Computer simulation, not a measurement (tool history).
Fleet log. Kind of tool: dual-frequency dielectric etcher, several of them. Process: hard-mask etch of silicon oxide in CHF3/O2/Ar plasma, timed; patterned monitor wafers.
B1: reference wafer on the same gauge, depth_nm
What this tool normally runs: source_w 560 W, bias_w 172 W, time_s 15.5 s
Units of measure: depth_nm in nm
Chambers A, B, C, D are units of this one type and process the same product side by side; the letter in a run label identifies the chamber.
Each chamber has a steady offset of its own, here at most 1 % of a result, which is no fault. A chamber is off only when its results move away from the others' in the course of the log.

Run 1A, day 0.346: usual settings; B1 32.187. Result: depth_nm 29.529 nm.
Run 2B, day 0.583: usual settings; B1 32.189. Result: depth_nm 29.451 nm.
Run 3C, day 0.962: usual settings; B1 32.226. Result: depth_nm 29.173 nm.
Run 4D, day 1.329: usual settings; B1 32.216. Result: depth_nm 29.485 nm.
Run 5C, day 1.533: usual settings; B1 32.207. Result: depth_nm 29.475 nm.
Run 6D, day 1.896: usual settings; B1 32.187. Result: depth_nm 29.75 nm.
Run 7B, day 2.096: usual settings; B1 32.172. Result: depth_nm 29.681 nm.
Run 8A, day 2.492: usual settings; B1 32.221. Result: depth_nm 29.425 nm.
Run 9D, day 2.808: usual settings; B1 32.19. Result: depth_nm 29.518 nm.
At day 2.838: chamber B: bias power generator calibrated.
Run 10A, day 3.15: usual settings; B1 32.212. Result: depth_nm 29.509 nm.
Run 11C, day 3.5: usual settings but source_w 430 W, bias_w 146 W; B1 32.207. Result: depth_nm 25.2 nm.
Run 12B, day 3.9: usual settings but source_w 430 W, bias_w 146 W; B1 32.172. Result: depth_nm 25.639 nm.
Run 13B, day 4.3: usual settings but source_w 430 W, bias_w 146 W; B1 32.168. Result: depth_nm 25.762 nm.
Run 14A, day 4.658: usual settings but source_w 430 W, bias_w 146 W; B1 32.184. Result: depth_nm 25.4 nm.
Run 15D, day 5.05: usual settings but bias_w 154 W, time_s 17 s; B1 32.193. Result: depth_nm 31.213 nm.
Run 16C, day 5.371: usual settings but bias_w 154 W, time_s 17 s; B1 32.182. Result: depth_nm 31.467 nm.
Run 17B, day 5.675: usual settings but bias_w 154 W, time_s 17 s; B1 32.232. Result: depth_nm 32.141 nm.
Run 18A, day 5.983: usual settings but bias_w 154 W, time_s 17 s; B1 32.212. Result: depth_nm 31.088 nm.
Run 19C, day 6.275: usual settings; B1 32.198. Result: depth_nm 29.623 nm.
Run 20D, day 6.592: usual settings; B1 32.183. Result: depth_nm 29.581 nm.
Run 21C, day 6.846: usual settings but bias_w 144 W; B1 32.183. Result: depth_nm 27.606 nm.
Run 22D, day 7.033: usual settings but bias_w 144 W; B1 32.206. Result: depth_nm 27.869 nm.
Run 23B, day 7.254: usual settings but bias_w 144 W; B1 32.208. Result: depth_nm 28.948 nm.
Run 24A, day 7.625: usual settings but bias_w 144 W; B1 32.155. Result: depth_nm 27.858 nm.
Run 25B, day 7.996: usual settings; B1 32.192. Result: depth_nm 30.488 nm.

Is one chamber out of step, is the gauge drifting, or do the chambers differ by no more than their own small offsets? For an off chamber, give its letter and the likeliest cause.

Chamber B drifts away from the others.
Likeliest cause: etch rate over this chamber's usual, % = 3.61.

Chamber B could run next with any of the 4 candidate recipes listed below; each alters the usual settings, and their results appear as question marks. Which one brings its results back in line with what the other chambers deliver on the usual settings?
Maximum distance from the other chambers' mean on the usual settings for a result to count as in line: depth_nm 0.5 nm
Run 26B-1, day 8.283: usual settings but source_w 550 W, time_s 15 s. Result: depth_nm ?.
Run 26B-2, day 8.283: usual settings but bias_w 173 W, time_s 16 s. Result: depth_nm ?.
Run 26B-3, day 8.283: usual settings but source_w 570 W, bias_w 174 W, time_s 16.5 s. Result: depth_nm ?.
Run 26B-4, day 8.283: usual settings but bias_w 141 W. Result: depth_nm ?.

Other chambers, usual settings, mean: depth_nm 29.499 nm
  run  depth_nm
26B-1    29.319
26B-2    31.554
26B-3    32.827
26B-4    28.604
It is 26B-1 that realigns the chamber with its peers.
